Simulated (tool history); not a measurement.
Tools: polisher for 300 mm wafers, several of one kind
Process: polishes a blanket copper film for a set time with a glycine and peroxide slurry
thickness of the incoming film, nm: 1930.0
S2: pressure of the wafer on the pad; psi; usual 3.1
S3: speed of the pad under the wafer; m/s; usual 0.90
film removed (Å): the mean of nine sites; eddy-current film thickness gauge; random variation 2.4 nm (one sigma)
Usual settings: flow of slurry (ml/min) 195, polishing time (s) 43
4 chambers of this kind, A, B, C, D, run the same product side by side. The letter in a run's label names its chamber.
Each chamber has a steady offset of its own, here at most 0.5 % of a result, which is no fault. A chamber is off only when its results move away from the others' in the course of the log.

Run 1C, hour 5.7: usual settings. Result: film removed (Å) 2016.0.
Run 2D, hour 9.6: usual settings. Result: film removed (Å) 1986.8.
Run 3A, hour 14.0: usual settings. Result: film removed (Å) 2060.2.
Run 4B, hour 18.5: usual settings. Result: film removed (Å) 2024.4.
Run 5A, hour 24.2: usual settings. Result: film removed (Å) 2075.1.
Run 6B, hour 30.7: usual settings. Result: film removed (Å) 2007.1.
Run 7D, hour 34.3: usual settings. Result: film removed (Å) 1968.1.
Run 8C, hour 40.6: usual settings but S3 0.62 m/s. Result: film removed (Å) 1535.4.
At hour 41.5: chamber D: worn pad replaced by a new one.
Run 9B, hour 43.5: usual settings but S3 0.62 m/s. Result: film removed (Å) 1497.5.
At hour 45.4: chamber C: worn pad replaced by a new one.
Run 10D, hour 47.4: usual settings but S3 0.62 m/s. Result: film removed (Å) 1484.3.
Run 11C, hour 53.4: usual settings but S3 0.62 m/s. Result: film removed (Å) 1508.6.
At hour 54.0: chamber B: worn pad replaced by a new one.
Run 12A, hour 57.1: usual settings. Result: film removed (Å) 2053.9.
At hour 61.5: chamber B: slurry nozzle cleaned.
Run 13B, hour 63.6: usual settings but flow of slurry (ml/min) 245, S2 2.1 psi. Result: film removed (Å) 1522.9.
Run 14A, hour 69.5: usual settings but flow of slurry (ml/min) 245, S2 2.1 psi. Result: film removed (Å) 1514.9.
At hour 73.9: chamber A: worn pad replaced by a new one.
Run 15C, hour 74.5: usual settings but flow of slurry (ml/min) 245, S2 2.1 psi. Result: film removed (Å) 1515.5.
Run 16D, hour 78.3: usual settings but flow of slurry (ml/min) 245, S2 2.1 psi. Result: film removed (Å) 1520.0.
Run 17C, hour 84.7: usual settings. Result: film removed (Å) 2024.5.
Run 18A, hour 88.4: usual settings. Result: film removed (Å) 2024.3.
Run 19B, hour 92.7: usual settings. Result: film removed (Å) 2043.9.
At hour 93.6: chamber D: slurry nozzle cleaned.
Run 20D, hour 96.1: usual settings. Result: film removed (Å) 1996.9.
Run 21C, hour 101.5: usual settings but flow of slurry (ml/min) 160, S3 1.06 m/s. Result: film removed (Å) 2250.8.
Run 22D, hour 107.0: usual settings but flow of slurry (ml/min) 160, S3 1.06 m/s. Result: film removed (Å) 2244.3.
Run 23A, hour 110.7: usual settings but flow of slurry (ml/min) 160, S3 1.06 m/s. Result: film removed (Å) 2279.7.
At hour 113.1: chamber B: worn pad replaced by a new one.
Run 24B, hour 115.2: usual settings but flow of slurry (ml/min) 160, S3 1.06 m/s. Result: film removed (Å) 2177.9.
Run 25A, hour 119.2: usual settings. Result: film removed (Å) 2019.6.
Run 26B, hour 122.6: usual settings but S2 2.5 psi. Result: film removed (Å) 1626.8.
At hour 127.7: chamber D: worn pad replaced by a new one.
Run 27D, hour 127.8: usual settings but S2 2.5 psi. Result: film removed (Å) 1719.2.
Run 28C, hour 132.5: usual settings but S2 2.5 psi. Result: film removed (Å) 1685.0.
Run 29C, hour 135.9: usual settings but S2 2.5 psi. Result: film removed (Å) 1664.8.
Run 30A, hour 139.2: usual settings. Result: film removed (Å) 2006.6.
Run 31D, hour 145.3: usual settings. Result: film removed (Å) 1995.8.
Run 32B, hour 148.9: usual settings. Result: film removed (Å) 1912.2.
Run 33A, hour 154.2: usual settings. Result: film removed (Å) 2005.6.

What goes on in this fleet: one chamber off, a drifting gauge, or nothing beyond the chambers' own small offsets? Name the chamber and the cause, if any.

Chamber B drifts away from the others.
Cause: head's pressure below its setpoint, % = 8.62.

Here are 4 candidates for chamber B's next run, each the usual settings with a change, their results left as question marks. Which one brings its results back in line with what the others give on the usual settings?
In line means no further than this from the other chambers' mean on the usual settings: film removed (Å) 85.0
Run 34B-1, hour 158.9: usual settings but S3 0.84 m/s, polishing time (s) 39. Result: film removed (Å) ?.
Run 34B-2, hour 158.9: usual settings but S2 3.0 psi, S3 0.86 m/s. Result: film removed (Å) ?.
Run 34B-3, hour 158.9: usual settings but S2 3.2 psi, polishing time (s) 45. Result: film removed (Å) ?.
Run 34B-4, hour 158.9: usual settings but flow of slurry (ml/min) 200, polishing time (s) 49. Result: film removed (Å) ?.

The other chambers' mean on the usual settings: film removed (Å) 2014.7
  run  film removed (Å)
34B-1            1629.0
34B-2            1781.6
34B-3            2038.0
34B-4            2169.0
34B-3 brings the chamber back in line.
